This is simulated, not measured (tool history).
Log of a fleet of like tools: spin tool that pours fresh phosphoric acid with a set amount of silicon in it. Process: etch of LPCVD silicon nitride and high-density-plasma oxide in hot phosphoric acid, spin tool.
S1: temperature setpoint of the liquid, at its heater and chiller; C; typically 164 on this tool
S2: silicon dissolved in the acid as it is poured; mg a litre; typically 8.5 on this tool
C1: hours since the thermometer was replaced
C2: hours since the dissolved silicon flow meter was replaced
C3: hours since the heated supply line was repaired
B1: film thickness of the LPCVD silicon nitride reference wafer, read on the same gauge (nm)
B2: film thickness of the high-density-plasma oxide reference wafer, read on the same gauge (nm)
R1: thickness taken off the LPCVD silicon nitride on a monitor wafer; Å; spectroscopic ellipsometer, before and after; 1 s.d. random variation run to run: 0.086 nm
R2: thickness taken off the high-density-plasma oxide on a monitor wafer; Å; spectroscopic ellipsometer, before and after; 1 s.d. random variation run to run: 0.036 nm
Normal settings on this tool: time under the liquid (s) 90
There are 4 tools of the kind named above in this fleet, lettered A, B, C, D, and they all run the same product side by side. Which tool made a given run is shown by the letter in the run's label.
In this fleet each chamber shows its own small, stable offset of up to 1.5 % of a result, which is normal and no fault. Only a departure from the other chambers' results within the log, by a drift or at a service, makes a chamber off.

Run 1C, hour 8.6: usual settings; C1 896; C2 697.4; C3 1606.2; B1 79.959; B2 109.97. Result: R1 98.441 Å, R2 4.094 Å.
Run 2A, hour 14.7: usual settings; C1 477.3; C2 1548.9; C3 1251.9; B1 79.973; B2 110.03. Result: R1 99.362 Å, R2 3.335 Å.
Run 3D, hour 22.5: usual settings; C1 295.6; C2 110.6; C3 1061.9; B1 79.986; B2 110.03. Result: R1 98.204 Å, R2 3.9889 Å.
Run 4B, hour 29.9: usual settings; C1 1297.4; C2 1000.3; C3 262.8; B1 79.975; B2 110.02. Result: R1 99.561 Å, R2 3.8851 Å.
At hour 31.6: chamber A: heated supply line repaired.
Run 5D, hour 35.3: usual settings; C1 308.4; C2 123.4; C3 1074.7; B1 79.922; B2 110.05. Result: R1 98.916 Å, R2 3.5802 Å.
Run 6C, hour 39.2: usual settings; C1 926.6; C2 728; C3 1636.8; B1 79.994; B2 110.03. Result: R1 99.906 Å, R2 4.4411 Å.
Run 7A, hour 44.4: usual settings; C1 507; C2 1578.6; C3 12.8; B1 79.998; B2 110.01. Result: R1 99.915 Å, R2 4.1772 Å.
Run 8B, hour 51.8: usual settings; C1 1319.3; C2 1022.2; C3 284.7; B1 79.933; B2 109.96. Result: R1 99.46 Å, R2 3.6601 Å.
Run 9A, hour 59.3: usual settings but S1 167 C, time under the liquid (s) 110; C1 521.9; C2 1593.5; C3 27.7; B1 79.997; B2 110.03. Result: R1 133.73 Å, R2 6.6497 Å.
Run 10D, hour 64.1: usual settings but S1 167 C, time under the liquid (s) 110; C1 337.2; C2 152.2; C3 1103.5; B1 80.042; B2 109.96. Result: R1 133.37 Å, R2 6.0668 Å.
Run 11C, hour 72.8: usual settings but S1 167 C, time under the liquid (s) 110; C1 960.2; C2 761.6; C3 1670.4; B1 80.033; B2 109.99. Result: R1 132.99 Å, R2 7.0616 Å.
Run 12B, hour 79.6: usual settings but S1 167 C, time under the liquid (s) 110; C1 1347.1; C2 1050; C3 312.5; B1 80.013; B2 110. Result: R1 132.37 Å, R2 6.0915 Å.
Run 13D, hour 83.5: usual settings; C1 356.6; C2 171.6; C3 1122.9; B1 79.971; B2 110.03. Result: R1 97.338 Å, R2 3.5979 Å.
Run 14C, hour 92.4: usual settings; C1 979.8; C2 781.2; C3 1690; B1 80; B2 110. Result: R1 97.517 Å, R2 3.4355 Å.
Run 15A, hour 99.6: usual settings; C1 562.2; C2 1633.8; C3 68; B1 79.996; B2 109.96. Result: R1 100.01 Å, R2 3.8293 Å.
Run 16B, hour 105: usual settings; C1 1372.5; C2 1075.4; C3 337.9; B1 80.016; B2 110.01. Result: R1 99.356 Å, R2 4.0368 Å.
Run 17B, hour 112.8: usual settings; C1 1380.3; C2 1083.2; C3 345.7; B1 79.986; B2 110.01. Result: R1 101.12 Å, R2 3.5547 Å.
Run 18A, hour 121.3: usual settings; C1 583.9; C2 1655.5; C3 89.7; B1 79.999; B2 109.95. Result: R1 97.858 Å, R2 4.8151 Å.
Run 19D, hour 126.4: usual settings; C1 399.5; C2 214.5; C3 1165.8; B1 79.98; B2 110. Result: R1 98.109 Å, R2 3.5451 Å.
Run 20C, hour 131.7: usual settings; C1 1019.1; C2 820.5; C3 1729.3; B1 79.991; B2 110. Result: R1 93.748 Å, R2 3.9517 Å.
Run 21B, hour 135.7: usual settings; C1 1403.2; C2 1106.1; C3 368.6; B1 79.976; B2 109.99. Result: R1 100.28 Å, R2 3.6469 Å.
Run 22A, hour 144.2: usual settings; C1 606.8; C2 1678.4; C3 112.6; B1 80.024; B2 109.99. Result: R1 99.876 Å, R2 3.9297 Å.
Run 23D, hour 150.9: usual settings; C1 424; C2 239; C3 1190.3; B1 79.982; B2 110. Result: R1 99.923 Å, R2 3.9375 Å.
Run 24C, hour 156.4: usual settings but S1 163 C, time under the liquid (s) 140; C1 1043.8; C2 845.2; C3 1754; B1 79.987; B2 110. Result: R1 140.14 Å, R2 4.9517 Å.
Run 25A, hour 162.7: usual settings but S1 163 C, time under the liquid (s) 140; C1 625.3; C2 1696.9; C3 131.1; B1 79.983; B2 109.98. Result: R1 148.67 Å, R2 5.8312 Å.
At hour 164.1: chamber B: dissolved silicon flow meter replaced.
Run 26C, hour 167.2: usual settings but S1 163 C, time under the liquid (s) 140; C1 1054.6; C2 856; C3 1764.8; B1 79.99; B2 110. Result: R1 138.75 Å, R2 4.2233 Å.
Run 27D, hour 172.5: usual settings but S1 163 C, time under the liquid (s) 140; C1 445.6; C2 260.6; C3 1211.9; B1 79.985; B2 109.97. Result: R1 149.7 Å, R2 6.4928 Å.
Run 28B, hour 179.5: usual settings; C1 1447; C2 15.5; C3 412.4; B1 79.975; B2 110.02. Result: R1 98.297 Å, R2 3.9292 Å.
Run 29B, hour 187.3: usual settings; C1 1454.8; C2 23.3; C3 420.2; B1 79.982; B2 110.01. Result: R1 98.123 Å, R2 3.5173 Å.
Run 30C, hour 193.5: usual settings but S2 10.5 mg a litre, time under the liquid (s) 120; C1 1080.9; C2 882.3; C3 1791.1; B1 80.011; B2 110.03. Result: R1 119.21 Å, R2 4.3575 Å.
Run 31A, hour 200.8: usual settings but S2 10.5 mg a litre, time under the liquid (s) 120; C1 663.4; C2 1735; C3 169.2; B1 80.009; B2 110.01. Result: R1 132.21 Å, R2 5.4785 Å.

Does one chamber stand apart from the rest, does the shared gauge drift, or is all well apart from small per-chamber offsets? Give the chamber and the most likely cause, where there is one.

One chamber, C, drifts off from the rest bit by bit.
What lies behind it: temperature lost on the way to the wafer (K) = 3.47.

Chamber C could run next with any of the 4 candidate recipes listed below; each alters the usual settings, and their results appear as question marks. Which one brings its results back in line with what the other chambers deliver on the usual settings?
Maximum distance from the other chambers' mean on the usual settings for a result to count as in line: R1 3 Å; R2 1.3 Å
Run 32C-1, hour 207.3: usual settings but S1 165.5 C, S2 4.5 mg a litre, time under the liquid (s) 95. Result: R1 ?, R2 ?.
Run 32C-2, hour 207.3: usual settings but S1 167 C, S2 0 mg a litre, time under the liquid (s) 100. Result: R1 ?, R2 ?.
Run 32C-3, hour 207.3: usual settings but S1 162.5 C, S2 12.5 mg a litre, time under the liquid (s) 85. Result: R1 ?, R2 ?.
Run 32C-4, hour 207.3: usual settings but S1 161 C, S2 17 mg a litre, time under the liquid (s) 80. Result: R1 ?, R2 ?.

What the other chambers average on the usual settings: R1 98.98 Å; R2 3.9995 Å
  run      R1      R2
32C-1  98.586  3.9771
32C-2  108.99  5.0808
32C-3   79.91  2.4082
32C-4  71.536  1.8146
Change 32C-1 lands the chamber within the allowed miss of the other chambers.

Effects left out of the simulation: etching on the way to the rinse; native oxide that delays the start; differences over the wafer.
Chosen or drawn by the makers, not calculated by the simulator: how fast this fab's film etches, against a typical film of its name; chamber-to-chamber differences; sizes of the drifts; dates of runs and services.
